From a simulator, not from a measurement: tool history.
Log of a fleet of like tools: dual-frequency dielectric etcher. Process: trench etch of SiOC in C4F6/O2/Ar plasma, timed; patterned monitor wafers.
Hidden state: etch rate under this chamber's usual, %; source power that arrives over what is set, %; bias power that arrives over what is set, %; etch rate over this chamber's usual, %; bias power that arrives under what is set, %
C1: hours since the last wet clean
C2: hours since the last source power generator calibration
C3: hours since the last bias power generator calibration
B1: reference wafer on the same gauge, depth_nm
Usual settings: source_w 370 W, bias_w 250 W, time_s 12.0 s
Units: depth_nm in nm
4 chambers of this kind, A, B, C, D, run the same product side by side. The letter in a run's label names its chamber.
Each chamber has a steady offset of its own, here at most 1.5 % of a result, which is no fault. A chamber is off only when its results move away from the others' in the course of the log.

At hour 9.5: chamber B: wet clean of the chamber.
Run 1C, hour 12.9: usual settings; C1 447.9; C2 1737.8; C3 1719.7; B1 24.410. Result: depth_nm 26.839 nm.
Run 2D, hour 23.0: usual settings; C1 246.3; C2 3245.8; C3 356.7; B1 24.393. Result: depth_nm 27.132 nm.
Run 3B, hour 34.2: usual settings; C1 24.7; C2 605.5; C3 703.8; B1 24.415. Result: depth_nm 26.958 nm.
Run 4A, hour 43.7: usual settings; C1 450.9; C2 397.3; C3 741.5; B1 24.408. Result: depth_nm 27.148 nm.
Run 5B, hour 52.7: usual settings; C1 43.2; C2 624.0; C3 722.3; B1 24.387. Result: depth_nm 27.024 nm.
Run 6C, hour 59.6: usual settings; C1 494.6; C2 1784.5; C3 1766.4; B1 24.382. Result: depth_nm 26.837 nm.
Run 7D, hour 71.7: usual settings; C1 295.0; C2 3294.5; C3 405.4; B1 24.406. Result: depth_nm 27.131 nm.
Run 8A, hour 82.7: usual settings; C1 489.9; C2 436.3; C3 780.5; B1 24.406. Result: depth_nm 27.124 nm.
At hour 91.0: chamber C: wet clean of the chamber.
Run 9A, hour 95.3: usual settings; C1 502.5; C2 448.9; C3 793.1; B1 24.415. Result: depth_nm 27.012 nm.
At hour 97.7: chamber A: wet clean of the chamber.
Run 10D, hour 109.5: usual settings; C1 332.8; C2 3332.3; C3 443.2; B1 24.397. Result: depth_nm 27.184 nm.
Run 11C, hour 122.4: usual settings; C1 31.5; C2 1847.3; C3 1829.2; B1 24.410. Result: depth_nm 26.841 nm.
Run 12B, hour 129.3: usual settings; C1 119.8; C2 700.6; C3 798.9; B1 24.404. Result: depth_nm 27.089 nm.
Run 13D, hour 137.1: usual settings; C1 360.4; C2 3359.9; C3 470.8; B1 24.417. Result: depth_nm 27.295 nm.
At hour 145.6: chamber D: wet clean of the chamber.
Run 14B, hour 149.8: usual settings; C1 140.3; C2 721.1; C3 819.4; B1 24.413. Result: depth_nm 26.843 nm.
Run 15C, hour 157.6: usual settings; C1 66.7; C2 1882.5; C3 1864.4; B1 24.417. Result: depth_nm 26.862 nm.
Run 16A, hour 164.3: usual settings but time_s 13.5 s; C1 66.7; C2 517.9; C3 862.1; B1 24.405. Result: depth_nm 30.774 nm.
Run 17A, hour 177.1: usual settings but time_s 13.5 s; C1 79.5; C2 530.7; C3 874.9; B1 24.422. Result: depth_nm 30.511 nm.
Run 18C, hour 191.1: usual settings but time_s 13.5 s; C1 100.2; C2 1916.0; C3 1897.9; B1 24.389. Result: depth_nm 30.374 nm.
Run 19D, hour 205.3: usual settings but time_s 13.5 s; C1 59.7; C2 3428.1; C3 539.0; B1 24.399. Result: depth_nm 29.271 nm.
Run 20B, hour 213.1: usual settings; C1 203.6; C2 784.4; C3 882.7; B1 24.400. Result: depth_nm 27.054 nm.
Run 21C, hour 227.5: usual settings; C1 136.6; C2 1952.4; C3 1934.3; B1 24.380. Result: depth_nm 27.057 nm.
Run 22B, hour 242.6: usual settings; C1 233.1; C2 813.9; C3 912.2; B1 24.402. Result: depth_nm 27.062 nm.
Run 23A, hour 253.1: usual settings; C1 155.5; C2 606.7; C3 950.9; B1 24.403. Result: depth_nm 27.130 nm.
Run 24D, hour 261.8: usual settings; C1 116.2; C2 3484.6; C3 595.5; B1 24.402. Result: depth_nm 25.919 nm.
Run 25A, hour 273.6: usual settings; C1 176.0; C2 627.2; C3 971.4; B1 24.401. Result: depth_nm 27.235 nm.
Run 26C, hour 287.1: usual settings; C1 196.2; C2 2012.0; C3 1993.9; B1 24.394. Result: depth_nm 27.071 nm.
Run 27B, hour 302.0: usual settings; C1 292.5; C2 873.3; C3 971.6; B1 24.374. Result: depth_nm 26.979 nm.
Run 28D, hour 310.4: usual settings; C1 164.8; C2 3533.2; C3 644.1; B1 24.375. Result: depth_nm 26.007 nm.
Run 29C, hour 325.5: usual settings; C1 234.6; C2 2050.4; C3 2032.3; B1 24.422. Result: depth_nm 26.918 nm.
Run 30B, hour 338.4: usual settings; C1 328.9; C2 909.7; C3 1008.0; B1 24.391. Result: depth_nm 27.053 nm.
Run 31D, hour 347.6: usual settings; C1 202.0; C2 3570.4; C3 681.3; B1 24.385. Result: depth_nm 26.090 nm.
Run 32A, hour 359.7: usual settings; C1 262.1; C2 713.3; C3 1057.5; B1 24.393. Result: depth_nm 27.174 nm.
Run 33B, hour 373.6: usual settings; C1 364.1; C2 944.9; C3 1043.2; B1 24.416. Result: depth_nm 27.018 nm.
Run 34D, hour 386.3: usual settings; C1 240.7; C2 3609.1; C3 720.0; B1 24.404. Result: depth_nm 26.082 nm.
Run 35A, hour 398.2: usual settings; C1 300.6; C2 751.8; C3 1096.0; B1 24.400. Result: depth_nm 27.279 nm.
Run 36C, hour 412.6: usual settings but bias_w 290 W; C1 321.7; C2 2137.5; C3 2119.4; B1 24.413. Result: depth_nm 28.600 nm.
Run 37D, hour 421.3: usual settings but bias_w 290 W; C1 275.7; C2 3644.1; C3 755.0; B1 24.380. Result: depth_nm 27.330 nm.
Run 38C, hour 428.5: usual settings but bias_w 290 W; C1 337.6; C2 2153.4; C3 2135.3; B1 24.416. Result: depth_nm 28.269 nm.
Run 39B, hour 441.7: usual settings but bias_w 290 W; C1 432.2; C2 1013.0; C3 1111.3; B1 24.382. Result: depth_nm 28.308 nm.
Run 40A, hour 451.6: usual settings; C1 354.0; C2 805.2; C3 1149.4; B1 24.431. Result: depth_nm 27.256 nm.
Run 41C, hour 459.7: usual settings; C1 368.8; C2 2184.6; C3 2166.5; B1 24.411. Result: depth_nm 26.954 nm.

Next, every chamber runs the same settings. What will each give?
Run 42A, hour 470.7: usual settings but bias_w 290 W. Result: depth_nm ?.
Run 42B, hour 470.7: usual settings but bias_w 290 W. Result: depth_nm ?.
Run 42C, hour 470.7: usual settings but bias_w 290 W. Result: depth_nm ?.
Run 42D, hour 470.7: usual settings but bias_w 290 W. Result: depth_nm ?.

run  depth_nm
42A    28.719
42B    28.608
42C    28.439
42D    27.437
